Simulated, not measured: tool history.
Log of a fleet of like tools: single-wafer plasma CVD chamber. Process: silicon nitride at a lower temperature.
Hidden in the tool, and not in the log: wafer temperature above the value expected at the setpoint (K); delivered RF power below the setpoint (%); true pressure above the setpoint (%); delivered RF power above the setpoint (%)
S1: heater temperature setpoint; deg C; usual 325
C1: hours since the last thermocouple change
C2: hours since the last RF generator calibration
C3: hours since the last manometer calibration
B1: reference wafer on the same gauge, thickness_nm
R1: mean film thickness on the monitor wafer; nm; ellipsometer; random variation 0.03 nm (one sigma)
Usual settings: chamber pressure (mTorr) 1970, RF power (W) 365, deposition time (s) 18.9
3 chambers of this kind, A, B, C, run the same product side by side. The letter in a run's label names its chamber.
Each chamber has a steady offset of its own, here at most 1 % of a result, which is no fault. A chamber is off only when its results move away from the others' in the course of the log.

run 1C hour=7.2 | S1=325 chamber_pressure_(mTorr)=1970 RF_power_(W)=365 deposition_time_(s)=18.9 | C1=530.1 C2=1380.1 C3=2674.9 | B1=29.905 | R1=27.102
run 2B hour=16.7 | S1=325 chamber_pressure_(mTorr)=1970 RF_power_(W)=365 deposition_time_(s)=18.9 | C1=149 C2=824.4 C3=282 | B1=29.909 | R1=26.999
run 3A hour=27.2 | S1=325 chamber_pressure_(mTorr)=1970 RF_power_(W)=365 deposition_time_(s)=18.9 | C1=866 C2=581.9 C3=1022.4 | B1=29.906 | R1=26.878
run 4A hour=35.2 | S1=325 chamber_pressure_(mTorr)=1970 RF_power_(W)=365 deposition_time_(s)=18.9 | C1=874 C2=589.9 C3=1030.4 | B1=29.92 | R1=26.831
run 5C hour=48.8 | S1=325 chamber_pressure_(mTorr)=1970 RF_power_(W)=365 deposition_time_(s)=18.9 | C1=571.7 C2=1421.7 C3=2716.5 | B1=29.924 | R1=27.112
run 6B hour=57.2 | S1=325 chamber_pressure_(mTorr)=1970 RF_power_(W)=365 deposition_time_(s)=18.9 | C1=189.5 C2=864.9 C3=322.5 | B1=29.925 | R1=27.025
run 7A hour=64.9 | S1=325 chamber_pressure_(mTorr)=1970 RF_power_(W)=365 deposition_time_(s)=18.9 | C1=903.7 C2=619.6 C3=1060.1 | B1=29.916 | R1=26.815
run 8C hour=72.3 | S1=325 chamber_pressure_(mTorr)=1970 RF_power_(W)=365 deposition_time_(s)=18.9 | C1=595.2 C2=1445.2 C3=2740 | B1=29.926 | R1=27.096
run 9B hour=81.3 | S1=325 chamber_pressure_(mTorr)=1970 RF_power_(W)=365 deposition_time_(s)=18.9 | C1=213.6 C2=889 C3=346.6 | B1=29.935 | R1=27.104
run 10C hour=93.7 | S1=325 chamber_pressure_(mTorr)=1970 RF_power_(W)=365 deposition_time_(s)=18.9 | C1=616.6 C2=1466.6 C3=2761.4 | B1=29.939 | R1=27.139
run 11B hour=102.6 | S1=325 chamber_pressure_(mTorr)=1970 RF_power_(W)=365 deposition_time_(s)=18.9 | C1=234.9 C2=910.3 C3=367.9 | B1=29.939 | R1=27.121
run 12A hour=114.5 | S1=315 chamber_pressure_(mTorr)=2450 RF_power_(W)=365 deposition_time_(s)=18.9 | C1=953.3 C2=669.2 C3=1109.7 | B1=29.936 | R1=28.595
run 13C hour=121.9 | S1=315 chamber_pressure_(mTorr)=2450 RF_power_(W)=365 deposition_time_(s)=18.9 | C1=644.8 C2=1494.8 C3=2789.6 | B1=29.948 | R1=28.75
run 14B hour=134 | S1=315 chamber_pressure_(mTorr)=2450 RF_power_(W)=365 deposition_time_(s)=18.9 | C1=266.3 C2=941.7 C3=399.3 | B1=29.952 | R1=28.73
run 15A hour=143.5 | S1=325 chamber_pressure_(mTorr)=1970 RF_power_(W)=365 deposition_time_(s)=16 | C1=982.3 C2=698.2 C3=1138.7 | B1=29.945 | R1=22.775
run 16B hour=156.3 | S1=325 chamber_pressure_(mTorr)=1970 RF_power_(W)=365 deposition_time_(s)=16 | C1=288.6 C2=964 C3=421.6 | B1=29.965 | R1=22.946
run 17A hour=162.5 | S1=325 chamber_pressure_(mTorr)=1970 RF_power_(W)=365 deposition_time_(s)=16 | C1=1001.3 C2=717.2 C3=1157.7 | B1=29.949 | R1=22.75
run 18C hour=169.2 | S1=325 chamber_pressure_(mTorr)=1970 RF_power_(W)=365 deposition_time_(s)=18.9 | C1=692.1 C2=1542.1 C3=2836.9 | B1=29.955 | R1=27.163
run 19B hour=180 | S1=325 chamber_pressure_(mTorr)=1970 RF_power_(W)=365 deposition_time_(s)=18.9 | C1=312.3 C2=987.7 C3=445.3 | B1=29.964 | R1=27.061
run 20A hour=189.1 | S1=325 chamber_pressure_(mTorr)=1970 RF_power_(W)=365 deposition_time_(s)=18.9 | C1=1027.9 C2=743.8 C3=1184.3 | B1=29.971 | R1=26.892
run 21C hour=196.1 | S1=325 chamber_pressure_(mTorr)=1970 RF_power_(W)=365 deposition_time_(s)=18.9 | C1=719 C2=1569 C3=2863.8 | B1=29.971 | R1=27.182
run 22C hour=208.5 | S1=325 chamber_pressure_(mTorr)=1970 RF_power_(W)=365 deposition_time_(s)=18.9 | C1=731.4 C2=1581.4 C3=2876.2 | B1=29.977 | R1=27.185
run 23B hour=218.2 | S1=325 chamber_pressure_(mTorr)=1970 RF_power_(W)=365 deposition_time_(s)=18.9 | C1=350.5 C2=1025.9 C3=483.5 | B1=29.98 | R1=27.058
run 24A hour=227.4 | S1=325 chamber_pressure_(mTorr)=1970 RF_power_(W)=365 deposition_time_(s)=18.9 | C1=1066.2 C2=782.1 C3=1222.6 | B1=29.973 | R1=26.895
run 25C hour=234.4 | S1=325 chamber_pressure_(mTorr)=1970 RF_power_(W)=365 deposition_time_(s)=18.9 | C1=757.3 C2=1607.3 C3=2902.1 | B1=29.983 | R1=27.159
run 26A hour=243.1 | S1=325 chamber_pressure_(mTorr)=1970 RF_power_(W)=365 deposition_time_(s)=18.9 | C1=1081.9 C2=797.8 C3=1238.3 | B1=29.991 | R1=26.894
run 27B hour=250.6 | S1=325 chamber_pressure_(mTorr)=1970 RF_power_(W)=365 deposition_time_(s)=18.9 | C1=382.9 C2=1058.3 C3=515.9 | B1=29.985 | R1=27.137
run 28B hour=258.9 | S1=325 chamber_pressure_(mTorr)=1970 RF_power_(W)=365 deposition_time_(s)=18.9 | C1=391.2 C2=1066.6 C3=524.2 | B1=29.999 | R1=27.104
run 29A hour=267.5 | S1=325 chamber_pressure_(mTorr)=1970 RF_power_(W)=365 deposition_time_(s)=18.9 | C1=1106.3 C2=822.2 C3=1262.7 | B1=29.993 | R1=26.888
run 30C hour=279 | S1=325 chamber_pressure_(mTorr)=1970 RF_power_(W)=365 deposition_time_(s)=18.9 | C1=801.9 C2=1651.9 C3=2946.7 | B1=30.006 | R1=27.155
run 31C hour=285.3 | S1=325 chamber_pressure_(mTorr)=1970 RF_power_(W)=365 deposition_time_(s)=18.9 | C1=808.2 C2=1658.2 C3=2953 | B1=30.003 | R1=27.152
run 32A hour=291.8 | S1=325 chamber_pressure_(mTorr)=2130 RF_power_(W)=365 deposition_time_(s)=22.3 | C1=1130.6 C2=846.5 C3=1287 | B1=30.005 | R1=32.43
run 33B hour=304.6 | S1=325 chamber_pressure_(mTorr)=2130 RF_power_(W)=365 deposition_time_(s)=22.3 | C1=436.9 C2=1112.3 C3=569.9 | B1=30.006 | R1=32.586
run 34A hour=316.6 | S1=325 chamber_pressure_(mTorr)=2130 RF_power_(W)=365 deposition_time_(s)=22.3 | C1=1155.4 C2=871.3 C3=1311.8 | B1=30.013 | R1=32.384
-- hour=322 chamber C: capacitance manometer re-zeroed and calibrated
run 35B hour=330.1 | S1=325 chamber_pressure_(mTorr)=1970 RF_power_(W)=365 deposition_time_(s)=18.9 | C1=462.4 C2=1137.8 C3=595.4 | B1=30.014 | R1=27.153
run 36C hour=336.4 | S1=325 chamber_pressure_(mTorr)=1970 RF_power_(W)=365 deposition_time_(s)=18.9 | C1=859.3 C2=1709.3 C3=14.5 | B1=30.024 | R1=27.214
run 37C hour=349.2 | S1=325 chamber_pressure_(mTorr)=1970 RF_power_(W)=365 deposition_time_(s)=18.9 | C1=872.1 C2=1722.1 C3=27.3 | B1=30.027 | R1=27.225
run 38B hour=362.4 | S1=325 chamber_pressure_(mTorr)=1970 RF_power_(W)=365 deposition_time_(s)=18.9 | C1=494.7 C2=1170.1 C3=627.7 | B1=30.025 | R1=27.15
run 39A hour=372.6 | S1=325 chamber_pressure_(mTorr)=1670 RF_power_(W)=365 deposition_time_(s)=18.9 | C1=1211.4 C2=927.3 C3=1367.8 | B1=30.034 | R1=25.727

Next, every chamber runs the same settings. What will each give?
run 40A hour=382.4 | S1=325 chamber_pressure_(mTorr)=1970 RF_power_(W)=365 deposition_time_(s)=17.6 | R1=?
run 40B hour=382.4 | S1=325 chamber_pressure_(mTorr)=1970 RF_power_(W)=365 deposition_time_(s)=17.6 | R1=?
run 40C hour=382.4 | S1=325 chamber_pressure_(mTorr)=1970 RF_power_(W)=365 deposition_time_(s)=17.6 | R1=?

run=40A R1=25.062
run=40B R1=25.307
run=40C R1=25.391

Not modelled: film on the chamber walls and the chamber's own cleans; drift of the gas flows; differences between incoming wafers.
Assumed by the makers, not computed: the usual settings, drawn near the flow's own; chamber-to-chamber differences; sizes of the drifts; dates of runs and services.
